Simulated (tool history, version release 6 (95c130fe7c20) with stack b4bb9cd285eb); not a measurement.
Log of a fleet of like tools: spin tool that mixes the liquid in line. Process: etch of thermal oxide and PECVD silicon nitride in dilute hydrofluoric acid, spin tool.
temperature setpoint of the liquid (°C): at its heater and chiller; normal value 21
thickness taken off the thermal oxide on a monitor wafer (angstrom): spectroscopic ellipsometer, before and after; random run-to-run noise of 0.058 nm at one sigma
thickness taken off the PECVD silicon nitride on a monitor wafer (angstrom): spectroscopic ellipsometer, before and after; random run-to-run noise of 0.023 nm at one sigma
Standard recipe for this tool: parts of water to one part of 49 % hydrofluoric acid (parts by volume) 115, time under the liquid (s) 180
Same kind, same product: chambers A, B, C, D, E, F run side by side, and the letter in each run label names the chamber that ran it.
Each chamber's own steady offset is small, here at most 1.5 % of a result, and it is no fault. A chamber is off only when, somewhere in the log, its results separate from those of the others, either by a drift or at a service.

run   hour  temperature setpoint of the liquid (°C)  parts of water to one part of 49 % hydrofluoric acid (parts by volume)  time under the liquid (s)  read-back film thickness of the thermal oxide reference wafer, read on the same gauge (nm)  read-back film thickness of the PECVD silicon nitride reference wafer, read on the same gauge (nm)  thickness taken off the thermal oxide on a monitor wafer (angstrom)  thickness taken off the PECVD silicon nitride on a monitor wafer (angstrom)
 1E   11.0                                       21                                                                     115                        180                                                                                      109.99                                                                                              40.020                                                               63.692                                                                       28.365
 2D   19.2                                       21                                                                     115                        180                                                                                      109.97                                                                                              40.021                                                               64.696                                                                       28.178
      21.5  -- chamber F: hydrofluoric acid flow meter replaced
 3A   30.2                                       21                                                                     115                        180                                                                                      110.01                                                                                              39.979                                                               63.694                                                                       28.299
 4F   39.8                                       21                                                                     115                        180                                                                                      109.97                                                                                              39.965                                                               64.808                                                                       28.197
 5C   46.0                                       21                                                                     115                        180                                                                                      110.00                                                                                              39.983                                                               64.273                                                                       28.323
 6B   52.7                                       21                                                                     175                        265                                                                                      109.98                                                                                              40.002                                                               60.122                                                                       27.534
 7E   59.1                                       21                                                                     175                        265                                                                                      109.97                                                                                              40.004                                                               58.073                                                                       27.616
 8C   64.3                                       21                                                                     175                        265                                                                                      110.04                                                                                              40.002                                                               58.716                                                                       27.639
 9F   72.8                                       21                                                                     175                        265                                                                                      110.01                                                                                              40.005                                                               59.357                                                                       27.644
10A   82.5                                       21                                                                     175                        265                                                                                      110.00                                                                                              39.977                                                               56.922                                                                       27.410
11B   91.2                                       21                                                                     175                        265                                                                                      110.00                                                                                              40.015                                                               59.475                                                                       27.873
12D  100.8                                       21                                                                     115                        180                                                                                      110.01                                                                                              40.019                                                               64.742                                                                       27.534
13D  109.5                                       21                                                                     115                        180                                                                                      109.99                                                                                              40.005                                                               64.114                                                                       27.981
14E  118.0                                       21                                                                     115                        180                                                                                      110.02                                                                                              40.010                                                               63.485                                                                       28.278
15A  125.0                                       21                                                                     115                        180                                                                                      109.99                                                                                              40.010                                                               63.725                                                                       27.866
16B  132.3                                       21                                                                     115                        180                                                                                      110.02                                                                                              40.012                                                               64.521                                                                       28.618
17C  137.7                                       21                                                                     115                        180                                                                                      109.99                                                                                              40.037                                                               64.284                                                                       27.926
18F  148.1                                       21                                                                     115                        100                                                                                      110.00                                                                                              40.025                                                               35.671                                                                       15.585
19A  159.4                                       21                                                                     115                        100                                                                                      110.01                                                                                              39.981                                                               35.487                                                                       15.724
20F  170.1                                       21                                                                     115                        100                                                                                      110.00                                                                                              40.017                                                               35.826                                                                       15.729
21D  175.8                                       21                                                                     115                        100                                                                                      110.00                                                                                              39.993                                                               35.510                                                                       15.654
     182.9  -- chamber B: thermometer replaced
22B  184.6                                       21                                                                     115                        100                                                                                      109.98                                                                                              40.008                                                               36.339                                                                       15.648
23E  189.7                                       21                                                                     115                        100                                                                                      110.02                                                                                              40.022                                                               35.614                                                                       15.516
24C  197.1                                       21                                                                     115                        180                                                                                      109.98                                                                                              40.021                                                               64.591                                                                       27.864
25C  205.2                                       21                                                                     140                        255                                                                                      109.99                                                                                              39.982                                                               71.891                                                                       32.942
26D  210.7                                       21                                                                     140                        255                                                                                      110.01                                                                                              40.007                                                               71.804                                                                       33.311
27F  221.3                                       21                                                                     140                        255                                                                                      110.01                                                                                              39.961                                                               73.369                                                                       33.231
     224.8  -- chamber A: thermometer replaced
28E  229.8                                       21                                                                     140                        255                                                                                      110.00                                                                                              40.010                                                               72.457                                                                       32.999
29A  236.0                                       21                                                                     140                        255                                                                                      110.00                                                                                              39.978                                                               72.478                                                                       32.959
30B  241.8                                       21                                                                     140                        255                                                                                      109.99                                                                                              39.979                                                               74.624                                                                       33.278
31E  247.0                                       23                                                                     115                         80                                                                                      109.99                                                                                              39.983                                                               30.315                                                                       14.245
32D  257.6                                       23                                                                     115                         80                                                                                      110.01                                                                                              39.979                                                               30.386                                                                       14.185
33B  263.4                                       23                                                                     115                         80                                                                                      110.01                                                                                              40.002                                                               31.515                                                                       14.539
34C  269.3                                       23                                                                     115                         80                                                                                      110.00                                                                                              39.978                                                               30.928                                                                       14.392
35A  277.5                                       23                                                                     115                         80                                                                                      110.01                                                                                              40.021                                                               30.840                                                                       14.343
36F  283.7                                       23                                                                     115                         80                                                                                      110.02                                                                                              40.019                                                               31.351                                                                       14.104
37A  291.9                                       21                                                                     115                        180                                                                                      109.99                                                                                              40.001                                                               64.106                                                                       28.190
38B  298.3                                       21                                                                     115                        180                                                                                      110.01                                                                                              39.993                                                               65.254                                                                       28.207
39F  304.0                                       21                                                                     115                        180                                                                                      110.01                                                                                              39.985                                                               65.286                                                                       28.105
40C  313.5                                       21                                                                      60                        105                                                                                      110.00                                                                                              39.971                                                               76.271                                                                       31.284
41E  324.8                                       21                                                                      60                        105                                                                                      110.01                                                                                              39.990                                                               76.367                                                                       31.320
     331.0  -- chamber E: hydrofluoric acid flow meter replaced
42D  335.7                                       21                                                                      60                        105                                                                                      109.99                                                                                              40.001                                                               79.264                                                                       31.198
43E  342.4                                       21                                                                      60                        105                                                                                      109.98                                                                                              39.982                                                               75.886                                                                       31.181

For the next run the whole fleet of 6 chambers uses the same settings. Give each chamber's results:
44A  350.6                                       21                                                                     115                        180                                                                                                                                                                                                                                                                    ?                                                                            ?
44B  350.6                                       21                                                                     115                        180                                                                                                                                                                                                                                                                    ?                                                                            ?
44C  350.6                                       21                                                                     115                        180                                                                                                                                                                                                                                                                    ?                                                                            ?
44D  350.6                                       21                                                                     115                        180                                                                                                                                                                                                                                                                    ?                                                                            ?
44E  350.6                                       21                                                                     115                        180                                                                                                                                                                                                                                                                    ?                                                                            ?
44F  350.6                                       21                                                                     115                        180                                                                                                                                                                                                                                                                    ?                                                                            ?

run  thickness taken off the thermal oxide on a monitor wafer (angstrom)  thickness taken off the PECVD silicon nitride on a monitor wafer (angstrom)
44A                                                               65.444                                                                       28.092
44B                                                               65.087                                                                       28.474
44C                                                               63.903                                                                       28.257
44D                                                               64.433                                                                       28.062
44E                                                               64.329                                                                       28.377
44F                                                               64.151                                                                       28.104

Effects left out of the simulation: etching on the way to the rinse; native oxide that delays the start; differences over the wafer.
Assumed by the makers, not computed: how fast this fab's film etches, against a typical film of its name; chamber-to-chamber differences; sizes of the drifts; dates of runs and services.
